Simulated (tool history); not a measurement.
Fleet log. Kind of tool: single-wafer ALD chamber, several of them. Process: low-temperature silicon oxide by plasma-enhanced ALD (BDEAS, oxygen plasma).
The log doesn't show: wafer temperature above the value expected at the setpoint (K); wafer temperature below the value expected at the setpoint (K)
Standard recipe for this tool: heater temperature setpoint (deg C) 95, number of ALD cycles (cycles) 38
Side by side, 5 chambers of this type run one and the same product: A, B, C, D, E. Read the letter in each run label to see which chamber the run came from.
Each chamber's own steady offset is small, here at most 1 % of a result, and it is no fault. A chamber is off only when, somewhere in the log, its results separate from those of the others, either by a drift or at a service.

| run | day | heater temperature setpoint (deg C) | number of ALD cycles (cycles) | hours since the last thermocouple change | read-back reference wafer on the same gauge, thickness_nm | mean film thickness on the monitor wafer (Å) |
|---|---|---|---|---|---|---|
| 1C | 0.167 | 95 | 38 | 1745.6 | 4.6104 | 55.601 |
| 2E | 0.388 | 95 | 38 | 585.7 | 4.6116 | 55.591 |
| 3B | 0.579 | 95 | 38 | 1449.7 | 4.6132 | 55.749 |
| 4D | 0.783 | 95 | 38 | 746.5 | 4.6133 | 55.156 |
| 5A | 1 | 95 | 38 | 709.2 | 4.6132 | 54.665 |
| 6B | 1.238 | 103 | 45 | 1465.5 | 4.615 | 64.228 |
| 7E | 1.442 | 103 | 45 | 611 | 4.6165 | 64.409 |
| 8A | 1.696 | 103 | 45 | 725.9 | 4.6166 | 63.489 |
| 9C | 1.867 | 103 | 45 | 1786.4 | 4.6193 | 64.328 |
| 10D | 2.096 | 103 | 45 | 778 | 4.6191 | 63.858 |
| 11C | 2.362 | 95 | 38 | 1798.3 | 4.62 | 55.741 |
| 12D | 2.538 | 95 | 38 | 788.6 | 4.6206 | 55.39 |
| 13A | 2.7 | 95 | 38 | 750 | 4.6209 | 54.765 |
| 14E | 2.908 | 95 | 38 | 646.2 | 4.6224 | 55.553 |
| 15B | 3.133 | 95 | 38 | 1511 | 4.6233 | 55.529 |
| 16B | 3.388 | 103 | 42 | 1517.1 | 4.6248 | 59.982 |
| 17D | 3.688 | 103 | 42 | 816.2 | 4.6248 | 59.843 |
| 18E | 3.854 | 103 | 42 | 668.9 | 4.6261 | 60.247 |
| 19A | 4.033 | 103 | 42 | 782 | 4.6269 | 59.216 |
| 20C | 4.288 | 103 | 42 | 1844.5 | 4.6305 | 60.227 |
| 21E | 4.488 | 95 | 38 | 684.1 | 4.6287 | 55.754 |
| 22C | 4.788 | 88 | 43 | 1856.5 | 4.6299 | 64.62 |
| 23D | 5.071 | 88 | 43 | 849.4 | 4.6326 | 64.279 |
| 24B | 5.329 | 88 | 43 | 1563.7 | 4.6344 | 64.518 |
| 25A | 5.517 | 88 | 43 | 817.6 | 4.6323 | 63.842 |
| 26A | 5.775 | 88 | 43 | 823.8 | 4.6323 | 63.725 |
| 27E | 5.983 | 95 | 38 | 720 | 4.6346 | 55.844 |
| 28C | 6.267 | 95 | 38 | 1892 | 4.6358 | 55.854 |
| 29B | 6.508 | 95 | 33 | 1592 | 4.6366 | 48.36 |
| 30D | 6.788 | 95 | 33 | 890.6 | 4.6378 | 48.363 |

Predict what each chamber gives when all 5 of them run the settings below next.
| 31A | 7.012 | 95 | 45 |  |  | ? |
| 31B | 7.012 | 95 | 45 |  |  | ? |
| 31C | 7.012 | 95 | 45 |  |  | ? |
| 31D | 7.012 | 95 | 45 |  |  | ? |
| 31E | 7.012 | 95 | 45 |  |  | ? |

| run | mean film thickness on the monitor wafer (Å) |
|---|---|
| 31A | 65.268 |
| 31B | 66.058 |
| 31C | 66.22 |
| 31D | 65.75 |
| 31E | 66.043 |

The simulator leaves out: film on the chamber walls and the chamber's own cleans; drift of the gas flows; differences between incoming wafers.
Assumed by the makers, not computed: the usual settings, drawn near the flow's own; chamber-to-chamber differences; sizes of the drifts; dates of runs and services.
